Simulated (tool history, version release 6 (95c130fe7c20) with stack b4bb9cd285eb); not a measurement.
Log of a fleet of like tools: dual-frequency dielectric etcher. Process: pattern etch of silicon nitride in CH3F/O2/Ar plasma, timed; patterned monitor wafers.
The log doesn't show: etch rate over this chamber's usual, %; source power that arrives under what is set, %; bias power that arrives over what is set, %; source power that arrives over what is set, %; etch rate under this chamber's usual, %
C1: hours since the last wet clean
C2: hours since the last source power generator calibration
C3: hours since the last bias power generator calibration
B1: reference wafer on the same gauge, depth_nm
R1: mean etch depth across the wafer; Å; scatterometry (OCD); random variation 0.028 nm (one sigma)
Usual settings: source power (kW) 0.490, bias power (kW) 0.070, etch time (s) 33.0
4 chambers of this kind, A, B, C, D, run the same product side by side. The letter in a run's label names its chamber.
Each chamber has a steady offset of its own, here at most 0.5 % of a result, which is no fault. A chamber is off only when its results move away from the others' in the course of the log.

Run 1C, hour 11.6: usual settings; C1 88.4; C2 3135.2; C3 696.7; B1 25.709. Result: R1 247.49 Å.
Run 2A, hour 18.7: usual settings; C1 92.6; C2 2882.7; C3 1571.5; B1 25.707. Result: R1 245.74 Å.
Run 3B, hour 25.6: usual settings; C1 613.7; C2 267.4; C3 663.8; B1 25.705. Result: R1 246.65 Å.
Run 4D, hour 35.9: usual settings; C1 49.2; C2 280.5; C3 765.8; B1 25.708. Result: R1 247.30 Å.
Run 5A, hour 44.5: usual settings; C1 118.4; C2 2908.5; C3 1597.3; B1 25.713. Result: R1 246.41 Å.
Run 6D, hour 55.9: usual settings but etch time (s) 42.5; C1 69.2; C2 300.5; C3 785.8; B1 25.722. Result: R1 318.63 Å.
Run 7B, hour 67.2: usual settings but etch time (s) 42.5; C1 655.3; C2 309.0; C3 705.4; B1 25.718. Result: R1 317.57 Å.
Run 8C, hour 74.7: usual settings but etch time (s) 42.5; C1 151.5; C2 3198.3; C3 759.8; B1 25.721. Result: R1 317.90 Å.
Run 9A, hour 82.5: usual settings but etch time (s) 42.5; C1 156.4; C2 2946.5; C3 1635.3; B1 25.715. Result: R1 316.89 Å.
At hour 88.3: chamber B: wet clean of the chamber.
Run 10B, hour 93.4: usual settings; C1 5.2; C2 335.2; C3 731.6; B1 25.731. Result: R1 247.06 Å.
Run 11D, hour 105.3: usual settings; C1 118.6; C2 349.9; C3 835.2; B1 25.727. Result: R1 248.22 Å.
Run 12C, hour 115.8: usual settings; C1 192.6; C2 3239.4; C3 800.9; B1 25.739. Result: R1 247.24 Å.
Run 13B, hour 124.9: usual settings; C1 36.7; C2 366.7; C3 763.1; B1 25.736. Result: R1 246.54 Å.
Run 14A, hour 132.5: usual settings; C1 206.4; C2 2996.5; C3 1685.3; B1 25.737. Result: R1 246.89 Å.
Run 15C, hour 140.0: usual settings; C1 216.8; C2 3263.6; C3 825.1; B1 25.744. Result: R1 247.49 Å.
Run 16D, hour 150.7: usual settings; C1 164.0; C2 395.3; C3 880.6; B1 25.743. Result: R1 247.83 Å.
Run 17C, hour 159.4: usual settings; C1 236.2; C2 3283.0; C3 844.5; B1 25.748. Result: R1 247.19 Å.
Run 18D, hour 168.9: usual settings; C1 182.2; C2 413.5; C3 898.8; B1 25.754. Result: R1 247.73 Å.
Run 19B, hour 179.3: usual settings; C1 91.1; C2 421.1; C3 817.5; B1 25.751. Result: R1 246.87 Å.
Run 20A, hour 188.5: usual settings; C1 262.4; C2 3052.5; C3 1741.3; B1 25.758. Result: R1 246.75 Å.
Run 21D, hour 196.5: usual settings; C1 209.8; C2 441.1; C3 926.4; B1 25.751. Result: R1 248.27 Å.
Run 22A, hour 205.1: usual settings; C1 279.0; C2 3069.1; C3 1757.9; B1 25.765. Result: R1 246.42 Å.
Run 23C, hour 218.3: usual settings; C1 295.1; C2 3341.9; C3 903.4; B1 25.757. Result: R1 247.21 Å.
Run 24B, hour 224.2: usual settings; C1 136.0; C2 466.0; C3 862.4; B1 25.768. Result: R1 247.31 Å.
Run 25C, hour 231.8: usual settings; C1 308.6; C2 3355.4; C3 916.9; B1 25.770. Result: R1 247.46 Å.
Run 26B, hour 243.8: usual settings; C1 155.6; C2 485.6; C3 882.0; B1 25.770. Result: R1 247.35 Å.
Run 27D, hour 255.1: usual settings; C1 268.4; C2 499.7; C3 985.0; B1 25.772. Result: R1 248.57 Å.
Run 28A, hour 267.4: usual settings; C1 341.3; C2 3131.4; C3 1820.2; B1 25.781. Result: R1 246.59 Å.
Run 29B, hour 280.0: usual settings; C1 191.8; C2 521.8; C3 918.2; B1 25.777. Result: R1 247.10 Å.
Run 30C, hour 286.8: usual settings; C1 363.6; C2 3410.4; C3 971.9; B1 25.785. Result: R1 247.76 Å.
Run 31A, hour 297.0: usual settings; C1 370.9; C2 3161.0; C3 1849.8; B1 25.780. Result: R1 246.60 Å.
Run 32D, hour 306.4: usual settings; C1 319.7; C2 551.0; C3 1036.3; B1 25.796. Result: R1 248.43 Å.
Run 33A, hour 314.6: usual settings; C1 388.5; C2 3178.6; C3 1867.4; B1 25.790. Result: R1 246.99 Å.
At hour 320.2: chamber A: wet clean of the chamber.
Run 34C, hour 326.9: usual settings but source power (kW) 0.440; C1 403.7; C2 3450.5; C3 1012.0; B1 25.791. Result: R1 237.93 Å.
Run 35D, hour 336.3: usual settings but source power (kW) 0.440; C1 349.6; C2 580.9; C3 1066.2; B1 25.800. Result: R1 238.48 Å.
Run 36B, hour 343.9: usual settings but source power (kW) 0.440; C1 255.7; C2 585.7; C3 982.1; B1 25.799. Result: R1 237.39 Å.
Run 37C, hour 353.5: usual settings but source power (kW) 0.440; C1 430.3; C2 3477.1; C3 1038.6; B1 25.797. Result: R1 238.49 Å.
Run 38D, hour 363.8: usual settings but source power (kW) 0.420, bias power (kW) 0.082; C1 377.1; C2 608.4; C3 1093.7; B1 25.806. Result: R1 247.62 Å.
At hour 373.3: chamber C: source power generator calibrated.
Run 39B, hour 374.7: usual settings but source power (kW) 0.420, bias power (kW) 0.082; C1 286.5; C2 616.5; C3 1012.9; B1 25.813. Result: R1 246.69 Å.
Run 40A, hour 385.2: usual settings but source power (kW) 0.420, bias power (kW) 0.082; C1 65.0; C2 3249.2; C3 1938.0; B1 25.813. Result: R1 246.22 Å.
Run 41B, hour 396.4: usual settings but source power (kW) 0.420, bias power (kW) 0.082; C1 308.2; C2 638.2; C3 1034.6; B1 25.818. Result: R1 246.46 Å.
Run 42C, hour 403.7: usual settings; C1 480.5; C2 30.4; C3 1088.8; B1 25.819. Result: R1 248.04 Å.

Next, every chamber runs the same settings. What will each give?
Run 43A, hour 413.2: usual settings. Result: R1 ?.
Run 43B, hour 413.2: usual settings. Result: R1 ?.
Run 43C, hour 413.2: usual settings. Result: R1 ?.
Run 43D, hour 413.2: usual settings. Result: R1 ?.

run      R1
43A  246.95
43B  247.74
43C  247.85
43D  248.45
